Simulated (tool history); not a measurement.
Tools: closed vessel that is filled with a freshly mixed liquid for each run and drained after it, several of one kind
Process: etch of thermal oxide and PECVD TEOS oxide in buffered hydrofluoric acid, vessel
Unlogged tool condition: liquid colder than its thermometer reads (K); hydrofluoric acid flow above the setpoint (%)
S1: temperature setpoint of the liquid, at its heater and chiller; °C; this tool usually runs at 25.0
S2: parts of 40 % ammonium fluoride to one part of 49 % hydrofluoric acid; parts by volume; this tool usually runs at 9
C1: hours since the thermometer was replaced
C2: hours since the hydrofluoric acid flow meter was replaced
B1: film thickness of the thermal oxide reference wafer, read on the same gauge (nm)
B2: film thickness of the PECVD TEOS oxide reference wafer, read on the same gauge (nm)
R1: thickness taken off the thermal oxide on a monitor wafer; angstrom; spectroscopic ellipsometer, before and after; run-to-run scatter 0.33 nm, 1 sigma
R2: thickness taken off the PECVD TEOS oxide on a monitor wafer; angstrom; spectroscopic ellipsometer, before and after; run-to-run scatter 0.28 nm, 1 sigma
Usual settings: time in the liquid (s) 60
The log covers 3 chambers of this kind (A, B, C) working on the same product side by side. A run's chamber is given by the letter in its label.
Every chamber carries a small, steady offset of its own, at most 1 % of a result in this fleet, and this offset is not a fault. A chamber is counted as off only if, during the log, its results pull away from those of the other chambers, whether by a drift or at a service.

{"run": "1B", "hour": 9.6, "S1": 25.0, "S2": 9, "time in the liquid (s)": 60, "C1": 758.5, "C2": 418.9, "B1": 50.01, "B2": 99.953, "R1": 789.61, "R2": 839.51}
{"run": "2A", "hour": 17.9, "S1": 25.0, "S2": 9, "time in the liquid (s)": 60, "C1": 416.5, "C2": 842.9, "B1": 50.001, "B2": 100.03, "R1": 786.43, "R2": 851.33}
{"run": "3C", "hour": 25.9, "S1": 25.0, "S2": 9, "time in the liquid (s)": 60, "C1": 527.0, "C2": 1597.8, "B1": 50.009, "B2": 100.04, "R1": 787.65, "R2": 849.3}
{"run": "4A", "hour": 37.8, "S1": 25.0, "S2": 9, "time in the liquid (s)": 60, "C1": 436.4, "C2": 862.8, "B1": 49.998, "B2": 100.0, "R1": 790.37, "R2": 851.37}
{"run": "5B", "hour": 44.6, "S1": 25.0, "S2": 9, "time in the liquid (s)": 60, "C1": 793.5, "C2": 453.9, "B1": 50.007, "B2": 100.01, "R1": 787.41, "R2": 834.26}
{"run": "6C", "hour": 50.3, "S1": 25.0, "S2": 9, "time in the liquid (s)": 60, "C1": 551.4, "C2": 1622.2, "B1": 49.988, "B2": 99.973, "R1": 788.16, "R2": 845.23}
{"run": "7C", "hour": 57.1, "S1": 25.0, "S2": 9, "time in the liquid (s)": 60, "C1": 558.2, "C2": 1629.0, "B1": 50.001, "B2": 100.02, "R1": 784.79, "R2": 850.54}
{"run": "8B", "hour": 69.8, "S1": 25.0, "S2": 9, "time in the liquid (s)": 60, "C1": 818.7, "C2": 479.1, "B1": 50.003, "B2": 100.03, "R1": 790.79, "R2": 836.24}
{"run": "9A", "hour": 80.3, "S1": 25.0, "S2": 9, "time in the liquid (s)": 60, "C1": 478.9, "C2": 905.3, "B1": 50.0, "B2": 99.978, "R1": 786.5, "R2": 850.22}
{"hour": 84.3, "done": "chamber B: hydrofluoric acid flow meter replaced"}
{"run": "10B", "hour": 87.2, "S1": 25.0, "S2": 9, "time in the liquid (s)": 60, "C1": 836.1, "C2": 3.0, "B1": 50.009, "B2": 99.984, "R1": 791.59, "R2": 839.56}
{"run": "11A", "hour": 93.8, "S1": 25.0, "S2": 9, "time in the liquid (s)": 60, "C1": 492.4, "C2": 918.8, "B1": 49.984, "B2": 99.988, "R1": 787.26, "R2": 847.67}
{"run": "12C", "hour": 104.6, "S1": 22.0, "S2": 7, "time in the liquid (s)": 60, "C1": 605.7, "C2": 1676.5, "B1": 50.001, "B2": 100.02, "R1": 878.5, "R2": 950.62}
{"run": "13A", "hour": 114.1, "S1": 22.0, "S2": 7, "time in the liquid (s)": 60, "C1": 512.7, "C2": 939.1, "B1": 49.997, "B2": 100.02, "R1": 877.47, "R2": 946.76}
{"run": "14C", "hour": 120.6, "S1": 22.0, "S2": 7, "time in the liquid (s)": 60, "C1": 621.7, "C2": 1692.5, "B1": 50.006, "B2": 100.01, "R1": 875.53, "R2": 948.29}
{"run": "15B", "hour": 132.6, "S1": 25.0, "S2": 9, "time in the liquid (s)": 60, "C1": 881.5, "C2": 48.4, "B1": 49.995, "B2": 100.01, "R1": 786.73, "R2": 838.25}
{"run": "16B", "hour": 145.4, "S1": 25.0, "S2": 9, "time in the liquid (s)": 60, "C1": 894.3, "C2": 61.2, "B1": 50.002, "B2": 99.964, "R1": 783.05, "R2": 838.04}
{"run": "17A", "hour": 151.6, "S1": 25.0, "S2": 9, "time in the liquid (s)": 60, "C1": 550.2, "C2": 976.6, "B1": 50.0, "B2": 100.02, "R1": 784.91, "R2": 852.01}
{"run": "18C", "hour": 163.3, "S1": 25.0, "S2": 9, "time in the liquid (s)": 60, "C1": 664.4, "C2": 1735.2, "B1": 49.984, "B2": 99.988, "R1": 785.96, "R2": 842.69}
{"run": "19C", "hour": 171.5, "S1": 25.0, "S2": 9, "time in the liquid (s)": 60, "C1": 672.6, "C2": 1743.4, "B1": 50.009, "B2": 100.04, "R1": 789.05, "R2": 852.23}
{"run": "20A", "hour": 181.9, "S1": 23.0, "S2": 9, "time in the liquid (s)": 70, "C1": 580.5, "C2": 1006.9, "B1": 50.01, "B2": 100.01, "R1": 820.76, "R2": 890.17}
{"run": "21B", "hour": 193.2, "S1": 23.0, "S2": 9, "time in the liquid (s)": 70, "C1": 942.1, "C2": 109.0, "B1": 49.997, "B2": 99.964, "R1": 823.18, "R2": 878.55}
{"run": "22A", "hour": 202.0, "S1": 23.0, "S2": 9, "time in the liquid (s)": 70, "C1": 600.6, "C2": 1027.0, "B1": 49.992, "B2": 100.02, "R1": 818.49, "R2": 892.78}
{"run": "23B", "hour": 213.2, "S1": 25.0, "S2": 9, "time in the liquid (s)": 60, "C1": 962.1, "C2": 129.0, "B1": 49.978, "B2": 99.979, "R1": 786.78, "R2": 833.73}
{"run": "24C", "hour": 222.7, "S1": 25.0, "S2": 9, "time in the liquid (s)": 75, "C1": 723.8, "C2": 1794.6, "B1": 50.004, "B2": 100.01, "R1": 987.45, "R2": 1061.0}
{"run": "25B", "hour": 234.6, "S1": 25.0, "S2": 9, "time in the liquid (s)": 75, "C1": 983.5, "C2": 150.4, "B1": 50.004, "B2": 100.03, "R1": 978.82, "R2": 1042.4}
{"run": "26A", "hour": 243.2, "S1": 25.0, "S2": 9, "time in the liquid (s)": 75, "C1": 641.8, "C2": 1068.2, "B1": 49.999, "B2": 99.99, "R1": 978.59, "R2": 1060.4}
{"run": "27C", "hour": 256.1, "S1": 25.0, "S2": 9, "time in the liquid (s)": 60, "C1": 757.2, "C2": 1828.0, "B1": 50.004, "B2": 99.96, "R1": 781.89, "R2": 846.73}
{"run": "28A", "hour": 263.5, "S1": 22.0, "S2": 9, "time in the liquid (s)": 35, "C1": 662.1, "C2": 1088.5, "B1": 49.992, "B2": 100.01, "R1": 388.18, "R2": 421.53}
{"run": "29B", "hour": 274.8, "S1": 22.0, "S2": 9, "time in the liquid (s)": 35, "C1": 1023.7, "C2": 190.6, "B1": 49.978, "B2": 99.964, "R1": 389.89, "R2": 414.73}
{"run": "30C", "hour": 283.0, "S1": 22.0, "S2": 9, "time in the liquid (s)": 35, "C1": 784.1, "C2": 1854.9, "B1": 50.003, "B2": 100.02, "R1": 389.87, "R2": 422.02}
{"run": "31A", "hour": 290.2, "S1": 25.0, "S2": 9, "time in the liquid (s)": 60, "C1": 688.8, "C2": 1115.2, "B1": 50.011, "B2": 99.99, "R1": 786.33, "R2": 853.21}
{"run": "32C", "hour": 299.8, "S1": 25.0, "S2": 9, "time in the liquid (s)": 60, "C1": 800.9, "C2": 1871.7, "B1": 49.989, "B2": 100.02, "R1": 787.78, "R2": 842.29}
{"run": "33B", "hour": 305.5, "S1": 25.0, "S2": 9, "time in the liquid (s)": 60, "C1": 1054.4, "C2": 221.3, "B1": 50.013, "B2": 99.931, "R1": 794.24, "R2": 835.7}
{"run": "34B", "hour": 315.6, "S1": 25.0, "S2": 9, "time in the liquid (s)": 60, "C1": 1064.5, "C2": 231.4, "B1": 50.023, "B2": 100.0, "R1": 785.47, "R2": 835.08}
{"run": "35A", "hour": 324.9, "S1": 22.5, "S2": 9, "time in the liquid (s)": 90, "C1": 723.5, "C2": 1149.9, "B1": 50.006, "B2": 99.994, "R1": 1027.2, "R2": 1107.1}
{"run": "36C", "hour": 332.9, "S1": 22.5, "S2": 9, "time in the liquid (s)": 90, "C1": 834.0, "C2": 1904.8, "B1": 50.011, "B2": 100.05, "R1": 1034.8, "R2": 1110.5}
{"run": "37A", "hour": 339.1, "S1": 22.5, "S2": 9, "time in the liquid (s)": 90, "C1": 737.7, "C2": 1164.1, "B1": 49.998, "B2": 99.992, "R1": 1025.0, "R2": 1114.7}
{"run": "38B", "hour": 345.6, "S1": 25.0, "S2": 11, "time in the liquid (s)": 60, "C1": 1094.5, "C2": 261.4, "B1": 49.988, "B2": 99.972, "R1": 678.1, "R2": 711.86}
{"run": "39C", "hour": 352.4, "S1": 25.0, "S2": 11, "time in the liquid (s)": 60, "C1": 853.5, "C2": 1924.3, "B1": 49.993, "B2": 99.979, "R1": 667.52, "R2": 723.24}

Read the log: is a single chamber off, either drifting away or since a service, is the gauge that measures every chamber drifting, or is nothing wrong beyond small per-chamber offsets? Name any odd chamber and what most likely caused it.

Beyond each chamber's small constant offset nothing stands out, and the gauge stays steady.
